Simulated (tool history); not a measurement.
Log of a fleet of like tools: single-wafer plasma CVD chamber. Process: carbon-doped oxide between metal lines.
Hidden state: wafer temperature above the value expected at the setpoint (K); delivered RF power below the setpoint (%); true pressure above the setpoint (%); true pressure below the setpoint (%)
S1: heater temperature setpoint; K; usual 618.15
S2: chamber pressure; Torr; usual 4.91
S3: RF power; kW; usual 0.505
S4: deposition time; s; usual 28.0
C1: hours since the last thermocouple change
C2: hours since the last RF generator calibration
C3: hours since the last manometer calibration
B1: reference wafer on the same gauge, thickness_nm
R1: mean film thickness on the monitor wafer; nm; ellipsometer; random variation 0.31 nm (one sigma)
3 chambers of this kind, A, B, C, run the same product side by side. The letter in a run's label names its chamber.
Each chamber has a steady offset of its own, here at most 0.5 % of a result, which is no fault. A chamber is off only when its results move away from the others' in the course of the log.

run    day      S1    S2     S3    S4     C1     C2      C3      B1      R1
 1C  0.083  618.15  4.91  0.505  28.0  812.9  462.7  2110.2  124.03  146.12
 2B  0.196  618.15  4.91  0.505  28.0  265.5  254.1  1742.4  124.03  145.63
 3A  0.333  618.15  4.91  0.505  28.0  627.9  647.2  1131.8  124.02  146.54
 4A  0.458  618.15  4.91  0.505  28.0  630.9  650.2  1134.8  123.97  146.22
 5C  0.638  618.15  4.91  0.505  28.0  826.2  476.0  2123.5  123.90  146.07
 6B  0.812  618.15  4.91  0.505  28.0  280.3  268.9  1757.2  124.02  145.45
 7A  0.896  618.15  4.91  0.505  28.0  641.4  660.7  1145.3  124.05  146.55
 8C  1.079  618.15  4.91  0.505  28.0  836.8  486.6  2134.1  124.01  145.62
 9B  1.183  618.15  4.91  0.450  28.0  289.2  277.8  1766.1  123.98  135.14
10C  1.342  618.15  4.91  0.450  28.0  843.1  492.9  2140.4  124.00  135.50
11B  1.450  618.15  4.91  0.450  28.0  295.6  284.2  1772.5  123.99  134.44
12A  1.542  618.15  4.07  0.505  28.0  656.9  676.2  1160.8  123.99  142.48
13C  1.679  618.15  4.07  0.505  28.0  851.2  501.0  2148.5  124.05  141.68
14A  1.842  618.15  4.07  0.505  28.0  664.1  683.4  1168.0  123.95  142.74
15B  1.933  618.15  4.91  0.505  28.0  307.2  295.8  1784.1  124.01  144.89
16A  2.042  618.15  4.91  0.505  33.3  668.9  688.2  1172.8  123.98  173.97
17B  2.121  618.15  4.91  0.505  33.3  311.7  300.3  1788.6  123.97  172.48
18C  2.292  618.15  4.91  0.505  33.3  865.9  515.7  2163.2  123.96  172.28
19A  2.467  618.15  4.91  0.505  28.0  679.1  698.4  1183.0  123.99  146.48
20B  2.575  618.15  4.91  0.505  28.0  322.6  311.2  1799.5  124.02  145.62
21C  2.708  611.15  5.75  0.505  28.0  875.9  525.7  2173.2  123.92  151.30
22A  2.792  611.15  5.75  0.505  28.0  686.9  706.2  1190.8  124.07  152.70
23C  2.875  611.15  5.75  0.505  28.0  879.9  529.7  2177.2  123.99  151.40
24B  3.029  618.15  4.91  0.505  28.0  333.5  322.1  1810.4  123.97  145.15
25A  3.146  618.15  4.91  0.505  28.0  695.4  714.7  1199.3  123.98  145.83
26B  3.267  618.15  4.91  0.505  28.0  339.2  327.8  1816.1  123.99  145.33
27C  3.354  618.15  4.91  0.505  28.0  891.4  541.2  2188.7  124.01  145.04
28C  3.479  618.15  4.91  0.505  28.0  894.4  544.2  2191.7  124.06  143.92
29B  3.567  618.15  4.91  0.505  28.0  346.4  335.0  1823.3  124.05  145.50
30A  3.750  618.15  4.91  0.505  28.0  709.9  729.2  1213.8  123.98  146.29
31B  3.833  618.15  4.91  0.505  28.0  352.8  341.4  1829.7  123.97  144.70
32A  3.938  618.15  4.91  0.505  28.0  714.4  733.7  1218.3  124.05  146.31
33C  4.042  618.15  4.91  0.505  28.0  907.9  557.7  2205.2  124.02  143.42
34C  4.188  618.15  4.91  0.505  28.0  911.4  561.2  2208.7  124.02  143.49
35A  4.367  618.15  4.91  0.505  28.0  724.7  744.0  1228.6  124.01  146.31
36B  4.454  618.15  4.91  0.505  28.0  367.7  356.3  1844.6  124.04  145.77
37C  4.546  618.15  4.91  0.505  28.0  920.0  569.8  2217.3  124.07  143.68
38A  4.700  618.15  4.91  0.505  28.0  732.7  752.0  1236.6  124.03  146.47

All 3 chambers run these settings next. Forecast each chamber's results:
39A  4.829  625.15  4.91  0.505  28.0                   ?
39B  4.829  625.15  4.91  0.505  28.0                   ?
39C  4.829  625.15  4.91  0.505  28.0                   ?

run      R1
39A  143.50
39B  142.28
39C  140.23

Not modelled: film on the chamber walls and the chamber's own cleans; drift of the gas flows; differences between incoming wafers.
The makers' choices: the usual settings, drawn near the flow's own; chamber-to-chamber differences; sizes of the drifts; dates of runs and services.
